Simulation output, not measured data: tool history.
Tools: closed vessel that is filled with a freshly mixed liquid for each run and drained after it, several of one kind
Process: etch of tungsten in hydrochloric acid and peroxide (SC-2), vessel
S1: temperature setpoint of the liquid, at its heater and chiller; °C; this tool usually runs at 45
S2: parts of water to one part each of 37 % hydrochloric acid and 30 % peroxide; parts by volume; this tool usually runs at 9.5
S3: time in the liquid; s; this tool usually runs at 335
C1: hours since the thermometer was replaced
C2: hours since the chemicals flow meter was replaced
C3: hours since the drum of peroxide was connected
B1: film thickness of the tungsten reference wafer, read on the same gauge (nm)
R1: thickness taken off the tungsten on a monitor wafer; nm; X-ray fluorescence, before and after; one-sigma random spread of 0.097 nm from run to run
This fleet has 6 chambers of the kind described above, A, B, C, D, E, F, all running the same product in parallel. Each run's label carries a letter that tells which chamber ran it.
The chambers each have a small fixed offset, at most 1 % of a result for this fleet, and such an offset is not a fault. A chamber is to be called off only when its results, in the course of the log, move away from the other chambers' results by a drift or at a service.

| run | hour | S1 | S2 | S3 | C1 | C2 | C3 | B1 | R1 |
|---|---|---|---|---|---|---|---|---|---|
|  | 11.1 | chamber F: chemicals flow meter replaced |
| 1A | 12.7 | 45 | 9.5 | 335 | 540.7 | 1507.0 | 236.6 | 129.99 | 30.959 |
| 2C | 23.4 | 45 | 9.5 | 335 | 614.1 | 171.6 | 304.6 | 129.99 | 30.652 |
| 3D | 33.6 | 45 | 9.5 | 335 | 1300.0 | 1387.8 | 767.6 | 130.00 | 30.746 |
| 4F | 47.6 | 45 | 9.5 | 335 | 2014.8 | 36.5 | 117.8 | 130.00 | 30.733 |
| 5E | 58.1 | 45 | 9.5 | 335 | 353.1 | 593.7 | 634.2 | 130.00 | 30.651 |
|  | 70.5 | chamber E: new drum of peroxide connected |
| 6B | 70.5 | 45 | 9.5 | 335 | 219.9 | 1399.1 | 258.2 | 130.01 | 30.746 |
| 7E | 85.1 | 45 | 9.5 | 335 | 380.1 | 620.7 | 14.7 | 129.99 | 30.800 |
| 8F | 97.8 | 45 | 9.5 | 335 | 2065.0 | 86.7 | 168.0 | 130.00 | 30.907 |
| 9B | 111.6 | 45 | 9.5 | 335 | 261.0 | 1440.2 | 299.3 | 129.99 | 30.825 |
| 10D | 119.3 | 45 | 9.5 | 335 | 1385.7 | 1473.5 | 853.3 | 130.00 | 30.843 |
| 11A | 129.8 | 45 | 9.5 | 335 | 657.8 | 1624.1 | 353.7 | 129.99 | 30.977 |
| 12C | 144.9 | 45 | 6.0 | 335 | 735.6 | 293.1 | 426.1 | 130.01 | 44.550 |
| 13C | 159.4 | 45 | 6.0 | 335 | 750.1 | 307.6 | 440.6 | 130.00 | 44.506 |
| 14E | 166.4 | 45 | 6.0 | 335 | 461.4 | 702.0 | 96.0 | 129.97 | 44.022 |
|  | 172.8 | chamber F: thermometer replaced |
| 15A | 178.5 | 45 | 6.0 | 335 | 706.5 | 1672.8 | 402.4 | 130.01 | 44.500 |
| 16D | 192.6 | 45 | 6.0 | 335 | 1459.0 | 1546.8 | 926.6 | 130.01 | 43.715 |
| 17B | 202.9 | 45 | 6.0 | 335 | 352.3 | 1531.5 | 390.6 | 130.02 | 43.529 |
| 18F | 215.3 | 45 | 9.5 | 335 | 42.6 | 204.2 | 285.5 | 129.99 | 30.799 |
|  | 224.4 | chamber C: new drum of peroxide connected |
| 19F | 226.7 | 45 | 9.5 | 335 | 54.0 | 215.6 | 296.9 | 130.01 | 30.725 |
| 20E | 236.9 | 45 | 9.5 | 335 | 531.9 | 772.5 | 166.5 | 130.01 | 30.726 |
| 21C | 244.3 | 45 | 9.5 | 335 | 835.0 | 392.5 | 19.9 | 129.99 | 30.646 |
| 22D | 252.0 | 45 | 9.5 | 335 | 1518.4 | 1606.2 | 986.0 | 130.01 | 30.805 |
| 23B | 267.2 | 45 | 9.5 | 335 | 416.6 | 1595.8 | 454.9 | 129.99 | 30.234 |
| 24A | 277.1 | 45 | 9.5 | 335 | 805.1 | 1771.4 | 501.0 | 129.99 | 31.100 |
| 25E | 292.3 | 37 | 9.5 | 335 | 587.3 | 827.9 | 221.9 | 130.00 | 17.388 |
| 26B | 300.9 | 37 | 9.5 | 335 | 450.3 | 1629.5 | 488.6 | 129.98 | 17.153 |
| 27F | 310.4 | 37 | 9.5 | 335 | 137.7 | 299.3 | 380.6 | 129.99 | 17.453 |
| 28A | 317.3 | 37 | 9.5 | 335 | 845.3 | 1811.6 | 541.2 | 130.03 | 17.748 |
|  | 328.7 | chamber A: thermometer replaced |
| 29D | 329.0 | 37 | 9.5 | 335 | 1595.4 | 1683.2 | 1063.0 | 129.98 | 17.484 |
| 30C | 343.6 | 37 | 9.5 | 335 | 934.3 | 491.8 | 119.2 | 130.01 | 17.433 |
| 31D | 357.6 | 51 | 9.5 | 335 | 1624.0 | 1711.8 | 1091.6 | 129.99 | 46.137 |
| 32A | 367.2 | 51 | 9.5 | 335 | 38.6 | 1861.5 | 591.1 | 129.99 | 46.411 |
|  | 374.4 | chamber F: new drum of peroxide connected |
| 33C | 377.5 | 51 | 9.5 | 335 | 968.2 | 525.7 | 153.1 | 129.99 | 46.636 |
| 34B | 390.6 | 51 | 9.5 | 335 | 540.0 | 1719.2 | 578.3 | 130.01 | 44.930 |
|  | 402.8 | chamber E: thermometer replaced |
| 35E | 405.5 | 51 | 9.5 | 335 | 2.8 | 941.1 | 335.1 | 130.02 | 46.141 |
| 36F | 416.1 | 51 | 9.5 | 335 | 243.4 | 405.0 | 41.8 | 130.00 | 46.453 |
| 37E | 428.5 | 45 | 9.5 | 335 | 25.8 | 964.1 | 358.1 | 130.03 | 30.783 |
| 38F | 436.5 | 45 | 9.5 | 335 | 263.8 | 425.4 | 62.2 | 130.01 | 30.782 |
| 39D | 448.9 | 45 | 9.5 | 335 | 1715.3 | 1803.1 | 1182.9 | 130.00 | 30.843 |

One chamber off, gauge drift, or nothing amiss beyond the chambers' own small offsets? If it is a chamber, which one, and what is the likeliest cause?

Chamber B drifts away from the others.
Cause: peroxide weaker than its label (%) = 4.31.
The log may not tell that from: liquid colder than its thermometer reads (K); chemicals flow below the setpoint (%).

Chamber B could run next with any of the 4 candidate recipes listed below; each alters the usual settings, and their results appear as question marks. Which one brings its results back in line with what the other chambers deliver on the usual settings?
A result is in line if it is within this distance of the other chambers' mean on the usual settings: R1 0.340 nm
| 40B-1 | 460.0 | 44.5 | 9.5 | 335 |  |  |  |  | ? |
| 40B-2 | 460.0 | 45.0 | 9.5 | 340 |  |  |  |  | ? |
| 40B-3 | 460.0 | 45.5 | 9.5 | 335 |  |  |  |  | ? |
| 40B-4 | 460.0 | 45.0 | 9.5 | 330 |  |  |  |  | ? |

Usual-settings mean across the other chambers: R1 30.836 nm
| run | R1 |
|---|---|
| 40B-1 | 28.709 |
| 40B-2 | 30.158 |
| 40B-3 | 30.753 |
| 40B-4 | 29.271 |
The answer is 40B-3, which returns the chamber to within the allowed miss of the others.
